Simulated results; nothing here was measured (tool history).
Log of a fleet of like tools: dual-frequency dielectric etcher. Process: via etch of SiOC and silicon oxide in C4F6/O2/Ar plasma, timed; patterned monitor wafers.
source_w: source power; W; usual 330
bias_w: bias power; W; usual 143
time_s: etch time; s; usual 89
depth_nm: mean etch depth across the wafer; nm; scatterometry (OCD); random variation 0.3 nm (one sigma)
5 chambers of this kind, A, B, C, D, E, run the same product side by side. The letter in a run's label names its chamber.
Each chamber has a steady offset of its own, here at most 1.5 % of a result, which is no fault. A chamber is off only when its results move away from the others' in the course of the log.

run	day	source_w	bias_w	time_s	read-back reference wafer on the same gauge, depth_nm	depth_nm
1A	0.475	330	143	89	95.701	86.009
2B	0.958	330	143	89	95.776	87.106
3C	1.329	330	143	89	95.712	87.412
4E	1.8	330	143	89	95.781	87.399
5D	2.267	330	143	89	95.792	86.617
6D	2.629	330	143	89	95.781	86.062
7B	2.896	330	143	89	95.702	87.496
8E	3.371	330	143	89	95.764	86.956
9A	3.746	330	143	89	95.698	85.77
10C	4.092	330	143	89	95.671	87.689
11A	4.354	290	143	89	95.671	81.142
12B	4.579	290	143	89	95.718	83.44
13C	4.942	290	143	89	95.665	83.281
14D	5.333	290	143	89	95.631	81.444
15E	5.629	290	143	89	95.711	82.993
# day 5.771: chamber B: wet clean of the chamber
16A	5.979	330	143	89	95.673	85.472
17C	6.396	330	143	89	95.756	87.612
# day 6.817: chamber B: source power generator calibrated
18B	6.879	330	143	89	95.751	87.377
19E	7.171	330	143	89	95.739	87.883
20D	7.479	330	143	89	95.706	86.455
21A	7.867	330	143	89	95.73	85.684
22E	8.358	330	143	89	95.72	87.127
# day 8.446: chamber C: wet clean of the chamber
23B	8.646	380	143	89	95.772	91.409
24D	9.1	380	143	89	95.74	91.214
25C	9.546	380	143	89	95.7	92.091
26E	9.933	380	143	89	95.638	92.757
27B	10.375	380	143	89	95.726	91.821
28C	10.858	330	143	89	95.726	87.451
29A	11.083	330	143	89	95.675	85.963
30D	11.329	330	143	89	95.661	86.615
31E	11.621	330	143	89	95.679	87.294
32B	11.883	330	143	89	95.731	87.484
33D	12.1	330	143	89	95.66	86.001

All 5 chambers run these settings next. Forecast each chamber's results:
34A	12.454	330	143	89		?
34B	12.454	330	143	89		?
34C	12.454	330	143	89		?
34D	12.454	330	143	89		?
34E	12.454	330	143	89		?

run	depth_nm
34A	85.615
34B	87.326
34C	87.459
34D	86.169
34E	88.045

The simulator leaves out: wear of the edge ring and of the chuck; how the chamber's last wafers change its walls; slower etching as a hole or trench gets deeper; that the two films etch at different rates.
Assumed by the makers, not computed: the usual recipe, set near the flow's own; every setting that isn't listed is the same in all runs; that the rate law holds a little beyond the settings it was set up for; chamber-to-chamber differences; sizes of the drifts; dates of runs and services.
